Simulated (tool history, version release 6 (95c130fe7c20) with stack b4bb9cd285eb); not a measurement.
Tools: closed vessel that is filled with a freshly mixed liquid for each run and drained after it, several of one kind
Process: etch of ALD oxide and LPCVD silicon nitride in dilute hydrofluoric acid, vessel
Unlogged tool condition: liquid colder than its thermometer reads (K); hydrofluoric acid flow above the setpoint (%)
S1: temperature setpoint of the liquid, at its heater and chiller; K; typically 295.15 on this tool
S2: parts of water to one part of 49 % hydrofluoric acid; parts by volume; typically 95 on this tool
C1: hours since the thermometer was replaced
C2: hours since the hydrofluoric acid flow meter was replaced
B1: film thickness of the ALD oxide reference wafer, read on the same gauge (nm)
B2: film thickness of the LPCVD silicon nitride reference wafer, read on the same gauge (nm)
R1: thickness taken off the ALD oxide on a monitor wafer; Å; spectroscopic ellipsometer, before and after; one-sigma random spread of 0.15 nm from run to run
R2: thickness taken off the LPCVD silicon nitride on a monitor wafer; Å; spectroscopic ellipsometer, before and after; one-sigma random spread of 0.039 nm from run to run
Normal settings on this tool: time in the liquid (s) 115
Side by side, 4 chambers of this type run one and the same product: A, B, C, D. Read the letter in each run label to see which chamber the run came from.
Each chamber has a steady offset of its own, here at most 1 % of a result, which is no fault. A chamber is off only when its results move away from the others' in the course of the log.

{"run": "1B", "hour": 5.6, "S1": 295.15, "S2": 95, "time in the liquid (s)": 115, "C1": 1439.1, "C2": 1725.1, "B1": 90.024, "B2": 79.992, "R1": 224.01, "R2": 6.0007}
{"run": "2D", "hour": 11.5, "S1": 295.15, "S2": 95, "time in the liquid (s)": 115, "C1": 2667.3, "C2": 376.8, "B1": 89.997, "B2": 80, "R1": 219.33, "R2": 5.8035}
{"run": "3A", "hour": 17.1, "S1": 295.15, "S2": 95, "time in the liquid (s)": 115, "C1": 1121.1, "C2": 263, "B1": 90.002, "B2": 79.986, "R1": 219.85, "R2": 5.4902}
{"run": "4C", "hour": 25.7, "S1": 295.15, "S2": 95, "time in the liquid (s)": 115, "C1": 800.8, "C2": 1884.2, "B1": 90.016, "B2": 80.006, "R1": 218.12, "R2": 5.859}
{"run": "5D", "hour": 34.9, "S1": 295.15, "S2": 95, "time in the liquid (s)": 115, "C1": 2690.7, "C2": 400.2, "B1": 89.997, "B2": 80.01, "R1": 218.95, "R2": 5.4215}
{"run": "6B", "hour": 40.4, "S1": 295.15, "S2": 95, "time in the liquid (s)": 115, "C1": 1473.9, "C2": 1759.9, "B1": 89.99, "B2": 80.022, "R1": 222, "R2": 5.3256}
{"run": "7C", "hour": 47.2, "S1": 295.15, "S2": 95, "time in the liquid (s)": 115, "C1": 822.3, "C2": 1905.7, "B1": 89.995, "B2": 80.003, "R1": 221.42, "R2": 5.7447}
{"run": "8A", "hour": 54.9, "S1": 295.15, "S2": 95, "time in the liquid (s)": 115, "C1": 1158.9, "C2": 300.8, "B1": 89.998, "B2": 80.011, "R1": 220.55, "R2": 5.4245}
{"run": "9B", "hour": 62.5, "S1": 295.15, "S2": 95, "time in the liquid (s)": 115, "C1": 1496, "C2": 1782, "B1": 89.999, "B2": 79.98, "R1": 221.44, "R2": 5.8453}
{"run": "10D", "hour": 66.6, "S1": 293.15, "S2": 95, "time in the liquid (s)": 160, "C1": 2722.4, "C2": 431.9, "B1": 89.998, "B2": 80.003, "R1": 277.9, "R2": 5.8955}
{"run": "11C", "hour": 75.8, "S1": 293.15, "S2": 95, "time in the liquid (s)": 160, "C1": 850.9, "C2": 1934.3, "B1": 89.995, "B2": 79.991, "R1": 285.09, "R2": 7.0303}
{"run": "12A", "hour": 84.3, "S1": 293.15, "S2": 95, "time in the liquid (s)": 160, "C1": 1188.3, "C2": 330.2, "B1": 90.007, "B2": 80.001, "R1": 284.27, "R2": 6.4874}
{"run": "13D", "hour": 91.5, "S1": 293.15, "S2": 95, "time in the liquid (s)": 160, "C1": 2747.3, "C2": 456.8, "B1": 90.008, "B2": 79.992, "R1": 282.04, "R2": 6.5554}
{"hour": 93.4, "done": "chamber D: thermometer replaced"}
{"run": "14B", "hour": 99.4, "S1": 295.15, "S2": 95, "time in the liquid (s)": 115, "C1": 1532.9, "C2": 1818.9, "B1": 90.027, "B2": 80.004, "R1": 222.01, "R2": 5.2425}
{"run": "15C", "hour": 107.1, "S1": 295.15, "S2": 50, "time in the liquid (s)": 145, "C1": 882.2, "C2": 1965.6, "B1": 90.024, "B2": 80.026, "R1": 562.21, "R2": 13.41}
{"run": "16A", "hour": 113.0, "S1": 295.15, "S2": 50, "time in the liquid (s)": 145, "C1": 1217, "C2": 358.9, "B1": 90, "B2": 79.996, "R1": 550.21, "R2": 14.312}
{"run": "17D", "hour": 117.4, "S1": 295.15, "S2": 50, "time in the liquid (s)": 145, "C1": 24, "C2": 482.7, "B1": 90.01, "B2": 80.002, "R1": 549.06, "R2": 12.541}
{"run": "18B", "hour": 126.5, "S1": 295.15, "S2": 50, "time in the liquid (s)": 145, "C1": 1560, "C2": 1846, "B1": 90.025, "B2": 79.995, "R1": 554.66, "R2": 13.091}
{"run": "19C", "hour": 135.1, "S1": 295.15, "S2": 95, "time in the liquid (s)": 115, "C1": 910.2, "C2": 1993.6, "B1": 90.031, "B2": 80.006, "R1": 219.42, "R2": 5.5685}
{"run": "20A", "hour": 140.7, "S1": 295.15, "S2": 95, "time in the liquid (s)": 115, "C1": 1244.7, "C2": 386.6, "B1": 89.993, "B2": 79.995, "R1": 219.47, "R2": 5.3478}
{"run": "21D", "hour": 149.6, "S1": 295.15, "S2": 95, "time in the liquid (s)": 115, "C1": 56.2, "C2": 514.9, "B1": 90.022, "B2": 80.022, "R1": 223.74, "R2": 5.0855}
{"run": "22A", "hour": 155.8, "S1": 295.15, "S2": 95, "time in the liquid (s)": 115, "C1": 1259.8, "C2": 401.7, "B1": 89.998, "B2": 79.992, "R1": 219.44, "R2": 5.4714}
{"run": "23B", "hour": 162.4, "S1": 293.65, "S2": 95, "time in the liquid (s)": 115, "C1": 1595.9, "C2": 1881.9, "B1": 90.008, "B2": 80.006, "R1": 208.19, "R2": 5.3462}
{"run": "24C", "hour": 169.9, "S1": 293.65, "S2": 95, "time in the liquid (s)": 115, "C1": 945, "C2": 2028.4, "B1": 89.978, "B2": 79.989, "R1": 207.84, "R2": 5.4106}
{"run": "25C", "hour": 177.7, "S1": 293.65, "S2": 95, "time in the liquid (s)": 115, "C1": 952.8, "C2": 2036.2, "B1": 89.976, "B2": 80.014, "R1": 207.91, "R2": 4.8118}
{"run": "26D", "hour": 184.6, "S1": 293.65, "S2": 95, "time in the liquid (s)": 115, "C1": 91.2, "C2": 549.9, "B1": 90.003, "B2": 80.01, "R1": 212.42, "R2": 5.5896}
{"run": "27A", "hour": 189.9, "S1": 295.15, "S2": 95, "time in the liquid (s)": 115, "C1": 1293.9, "C2": 435.8, "B1": 89.976, "B2": 80.009, "R1": 219.96, "R2": 5.268}
{"run": "28B", "hour": 194.2, "S1": 295.15, "S2": 95, "time in the liquid (s)": 50, "C1": 1627.7, "C2": 1913.7, "B1": 89.99, "B2": 79.979, "R1": 96.815, "R2": 2.4706}
{"run": "29C", "hour": 202.4, "S1": 295.15, "S2": 95, "time in the liquid (s)": 50, "C1": 977.5, "C2": 2060.9, "B1": 89.988, "B2": 79.992, "R1": 95.807, "R2": 2.305}
{"run": "30A", "hour": 211.5, "S1": 295.15, "S2": 95, "time in the liquid (s)": 50, "C1": 1315.5, "C2": 457.4, "B1": 90.019, "B2": 79.994, "R1": 94.865, "R2": 2.2157}
{"run": "31B", "hour": 217.9, "S1": 295.15, "S2": 95, "time in the liquid (s)": 50, "C1": 1651.4, "C2": 1937.4, "B1": 89.978, "B2": 79.998, "R1": 95.624, "R2": 2.4045}
{"run": "32D", "hour": 223.1, "S1": 295.15, "S2": 95, "time in the liquid (s)": 115, "C1": 129.7, "C2": 588.4, "B1": 90.007, "B2": 79.99, "R1": 229.72, "R2": 5.4951}
{"hour": 224.3, "done": "chamber B: thermometer replaced"}
{"hour": 225.6, "done": "chamber B: hydrofluoric acid flow meter replaced"}
{"run": "33C", "hour": 232.1, "S1": 295.15, "S2": 95, "time in the liquid (s)": 115, "C1": 1007.2, "C2": 2090.6, "B1": 90.012, "B2": 79.995, "R1": 219.38, "R2": 4.798}
{"run": "34D", "hour": 238.7, "S1": 295.15, "S2": 95, "time in the liquid (s)": 115, "C1": 145.3, "C2": 604, "B1": 89.98, "B2": 79.977, "R1": 234.14, "R2": 5.7296}
{"run": "35A", "hour": 244.4, "S1": 295.15, "S2": 95, "time in the liquid (s)": 115, "C1": 1348.4, "C2": 490.3, "B1": 89.983, "B2": 80, "R1": 221.54, "R2": 6.0629}
{"run": "36B", "hour": 252.7, "S1": 295.15, "S2": 95, "time in the liquid (s)": 115, "C1": 28.5, "C2": 27.2, "B1": 90.011, "B2": 80.017, "R1": 217.95, "R2": 5.9879}
{"run": "37A", "hour": 259.1, "S1": 295.15, "S2": 95, "time in the liquid (s)": 115, "C1": 1363.1, "C2": 505, "B1": 89.998, "B2": 80.003, "R1": 219.38, "R2": 5.6026}
{"run": "38B", "hour": 263.4, "S1": 295.15, "S2": 95, "time in the liquid (s)": 145, "C1": 39.2, "C2": 37.9, "B1": 90.02, "B2": 80, "R1": 277.48, "R2": 6.7003}
{"run": "39D", "hour": 270.2, "S1": 295.15, "S2": 95, "time in the liquid (s)": 145, "C1": 176.8, "C2": 635.5, "B1": 90.007, "B2": 80.002, "R1": 295.33, "R2": 6.7793}
{"run": "40C", "hour": 275.9, "S1": 295.15, "S2": 95, "time in the liquid (s)": 145, "C1": 1051, "C2": 2134.4, "B1": 89.959, "B2": 80.003, "R1": 277.73, "R2": 8.2077}
{"run": "41A", "hour": 285.3, "S1": 295.15, "S2": 95, "time in the liquid (s)": 145, "C1": 1389.3, "C2": 531.2, "B1": 90.014, "B2": 79.999, "R1": 275.49, "R2": 7.0474}
{"run": "42C", "hour": 293.4, "S1": 295.15, "S2": 95, "time in the liquid (s)": 115, "C1": 1068.5, "C2": 2151.9, "B1": 89.996, "B2": 80.012, "R1": 216.85, "R2": 5.497}
{"run": "43D", "hour": 301.4, "S1": 295.15, "S2": 95, "time in the liquid (s)": 115, "C1": 208, "C2": 666.7, "B1": 89.999, "B2": 80.003, "R1": 237.61, "R2": 6.3544}
{"run": "44B", "hour": 309.9, "S1": 295.15, "S2": 95, "time in the liquid (s)": 115, "C1": 85.7, "C2": 84.4, "B1": 90.009, "B2": 80.003, "R1": 219.74, "R2": 5.1992}

Each of the 4 chambers runs these same settings next. Fill in every chamber's results:
{"run": "45A", "hour": 316.6, "S1": 295.15, "S2": 110, "time in the liquid (s)": 115, "R1": "?", "R2": "?"}
{"run": "45B", "hour": 316.6, "S1": 295.15, "S2": 110, "time in the liquid (s)": 115, "R1": "?", "R2": "?"}
{"run": "45C", "hour": 316.6, "S1": 295.15, "S2": 110, "time in the liquid (s)": 115, "R1": "?", "R2": "?"}
{"run": "45D", "hour": 316.6, "S1": 295.15, "S2": 110, "time in the liquid (s)": 115, "R1": "?", "R2": "?"}

run=45A R1=187.06 R2=4.8624
run=45B R1=189.22 R2=4.7845
run=45C R1=186.96 R2=4.2423
run=45D R1=205.49 R2=5.0348
